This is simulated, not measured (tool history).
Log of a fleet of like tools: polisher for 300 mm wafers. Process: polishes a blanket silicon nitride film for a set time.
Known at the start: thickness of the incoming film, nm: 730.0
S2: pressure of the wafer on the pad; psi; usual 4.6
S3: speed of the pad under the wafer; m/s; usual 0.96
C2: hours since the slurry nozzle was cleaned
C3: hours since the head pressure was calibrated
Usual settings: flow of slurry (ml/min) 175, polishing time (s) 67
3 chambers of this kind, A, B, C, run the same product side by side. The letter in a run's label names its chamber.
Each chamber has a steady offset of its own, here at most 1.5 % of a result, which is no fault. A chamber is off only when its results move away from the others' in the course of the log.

{"run": "1C", "hour": 5.0, "flow of slurry (ml/min)": 175, "S2": 4.6, "S3": 0.96, "polishing time (s)": 67, "wafers polished on this pad": 279, "C2": 90.6, "C3": 181.5, "film removed (nm)": 143.54}
{"run": "2A", "hour": 14.1, "flow of slurry (ml/min)": 175, "S2": 4.6, "S3": 0.96, "polishing time (s)": 67, "wafers polished on this pad": 508, "C2": 227.3, "C3": 131.9, "film removed (nm)": 145.74}
{"run": "3B", "hour": 18.2, "flow of slurry (ml/min)": 175, "S2": 4.6, "S3": 0.96, "polishing time (s)": 67, "wafers polished on this pad": 1453, "C2": 62.2, "C3": 418, "film removed (nm)": 142.82}
{"run": "4A", "hour": 27.0, "flow of slurry (ml/min)": 175, "S2": 4.6, "S3": 0.96, "polishing time (s)": 67, "wafers polished on this pad": 640, "C2": 240.2, "C3": 144.8, "film removed (nm)": 146.4}
{"run": "5B", "hour": 32.0, "flow of slurry (ml/min)": 175, "S2": 4.6, "S3": 0.96, "polishing time (s)": 67, "wafers polished on this pad": 1595, "C2": 76, "C3": 431.8, "film removed (nm)": 142.77}
{"run": "6C", "hour": 36.9, "flow of slurry (ml/min)": 175, "S2": 4.6, "S3": 0.96, "polishing time (s)": 67, "wafers polished on this pad": 606, "C2": 122.5, "C3": 213.4, "film removed (nm)": 143.23}
{"hour": 38.1, "done": "chamber B: worn pad replaced by a new one"}
{"run": "7B", "hour": 43.6, "flow of slurry (ml/min)": 175, "S2": 4.6, "S3": 0.96, "polishing time (s)": 67, "wafers polished on this pad": 56, "C2": 87.6, "C3": 443.4, "film removed (nm)": 143.38}
{"run": "8C", "hour": 48.9, "flow of slurry (ml/min)": 150, "S2": 4.6, "S3": 1.16, "polishing time (s)": 67, "wafers polished on this pad": 729, "C2": 134.5, "C3": 225.4, "film removed (nm)": 164.16}
{"run": "9A", "hour": 55.0, "flow of slurry (ml/min)": 150, "S2": 4.6, "S3": 1.16, "polishing time (s)": 67, "wafers polished on this pad": 927, "C2": 268.2, "C3": 172.8, "film removed (nm)": 162.71}
{"run": "10C", "hour": 60.9, "flow of slurry (ml/min)": 150, "S2": 4.6, "S3": 1.16, "polishing time (s)": 67, "wafers polished on this pad": 852, "C2": 146.5, "C3": 237.4, "film removed (nm)": 164.22}
{"run": "11B", "hour": 65.3, "flow of slurry (ml/min)": 175, "S2": 4.6, "S3": 0.96, "polishing time (s)": 67, "wafers polished on this pad": 279, "C2": 109.3, "C3": 465.1, "film removed (nm)": 143.75}
{"run": "12A", "hour": 74.4, "flow of slurry (ml/min)": 175, "S2": 4.6, "S3": 0.96, "polishing time (s)": 67, "wafers polished on this pad": 1126, "C2": 287.6, "C3": 192.2, "film removed (nm)": 143.27}
{"run": "13B", "hour": 80.6, "flow of slurry (ml/min)": 175, "S2": 4.6, "S3": 0.96, "polishing time (s)": 67, "wafers polished on this pad": 435, "C2": 124.6, "C3": 480.4, "film removed (nm)": 141.06}
{"hour": 82.6, "done": "chamber C: worn pad replaced by a new one"}
{"run": "14C", "hour": 85.1, "flow of slurry (ml/min)": 175, "S2": 4.6, "S3": 0.96, "polishing time (s)": 67, "wafers polished on this pad": 26, "C2": 170.7, "C3": 261.6, "film removed (nm)": 144.48}
{"run": "15A", "hour": 92.1, "flow of slurry (ml/min)": 175, "S2": 4.6, "S3": 0.96, "polishing time (s)": 67, "wafers polished on this pad": 1307, "C2": 305.3, "C3": 209.9, "film removed (nm)": 140.99}
{"run": "16B", "hour": 98.8, "flow of slurry (ml/min)": 175, "S2": 4.6, "S3": 0.96, "polishing time (s)": 67, "wafers polished on this pad": 622, "C2": 142.8, "C3": 498.6, "film removed (nm)": 141.64}
{"hour": 101.7, "done": "chamber A: slurry nozzle cleaned"}
{"run": "17A", "hour": 107.8, "flow of slurry (ml/min)": 175, "S2": 4.6, "S3": 0.96, "polishing time (s)": 67, "wafers polished on this pad": 1468, "C2": 6.1, "C3": 225.6, "film removed (nm)": 141.39}
{"run": "18C", "hour": 116.3, "flow of slurry (ml/min)": 175, "S2": 4.6, "S3": 0.96, "polishing time (s)": 67, "wafers polished on this pad": 345, "C2": 201.9, "C3": 292.8, "film removed (nm)": 142.72}
{"run": "19B", "hour": 121.0, "flow of slurry (ml/min)": 175, "S2": 4.6, "S3": 0.96, "polishing time (s)": 67, "wafers polished on this pad": 850, "C2": 165, "C3": 520.8, "film removed (nm)": 143.27}
{"run": "20C", "hour": 125.3, "flow of slurry (ml/min)": 175, "S2": 4.6, "S3": 0.96, "polishing time (s)": 67, "wafers polished on this pad": 438, "C2": 210.9, "C3": 301.8, "film removed (nm)": 147.02}
{"run": "21A", "hour": 132.6, "flow of slurry (ml/min)": 175, "S2": 4.6, "S3": 0.96, "polishing time (s)": 67, "wafers polished on this pad": 1722, "C2": 30.9, "C3": 250.4, "film removed (nm)": 137.72}
{"run": "22B", "hour": 140.9, "flow of slurry (ml/min)": 175, "S2": 4.6, "S3": 0.96, "polishing time (s)": 67, "wafers polished on this pad": 1054, "C2": 184.9, "C3": 540.7, "film removed (nm)": 143.49}
{"run": "23C", "hour": 150.0, "flow of slurry (ml/min)": 175, "S2": 4.6, "S3": 0.96, "polishing time (s)": 67, "wafers polished on this pad": 691, "C2": 235.6, "C3": 326.5, "film removed (nm)": 142.97}
{"run": "24A", "hour": 154.6, "flow of slurry (ml/min)": 175, "S2": 4.6, "S3": 0.96, "polishing time (s)": 67, "wafers polished on this pad": 1948, "C2": 52.9, "C3": 272.4, "film removed (nm)": 134.57}
{"run": "25C", "hour": 161.0, "flow of slurry (ml/min)": 175, "S2": 4.6, "S3": 0.96, "polishing time (s)": 67, "wafers polished on this pad": 804, "C2": 246.6, "C3": 337.5, "film removed (nm)": 144.17}
{"run": "26A", "hour": 167.4, "flow of slurry (ml/min)": 175, "S2": 3.5, "S3": 0.96, "polishing time (s)": 50, "wafers polished on this pad": 2079, "C2": 65.7, "C3": 285.2, "film removed (nm)": 75.797}
{"hour": 173.3, "done": "chamber B: worn pad replaced by a new one"}
{"run": "27B", "hour": 173.4, "flow of slurry (ml/min)": 175, "S2": 3.5, "S3": 0.96, "polishing time (s)": 50, "wafers polished on this pad": 2, "C2": 217.4, "C3": 573.2, "film removed (nm)": 82.052}
{"run": "28C", "hour": 179.9, "flow of slurry (ml/min)": 175, "S2": 3.5, "S3": 0.96, "polishing time (s)": 50, "wafers polished on this pad": 998, "C2": 265.5, "C3": 356.4, "film removed (nm)": 81.944}

All 3 chambers run these settings next. Forecast each chamber's results:
{"run": "29A", "hour": 186.5, "flow of slurry (ml/min)": 175, "S2": 4.6, "S3": 0.96, "polishing time (s)": 87, "film removed (nm)": "?"}
{"run": "29B", "hour": 186.5, "flow of slurry (ml/min)": 175, "S2": 4.6, "S3": 0.96, "polishing time (s)": 87, "film removed (nm)": "?"}
{"run": "29C", "hour": 186.5, "flow of slurry (ml/min)": 175, "S2": 4.6, "S3": 0.96, "polishing time (s)": 87, "film removed (nm)": "?"}

run=29A film_removed_(nm)=169.65
run=29B film_removed_(nm)=184.35
run=29C film_removed_(nm)=190.44
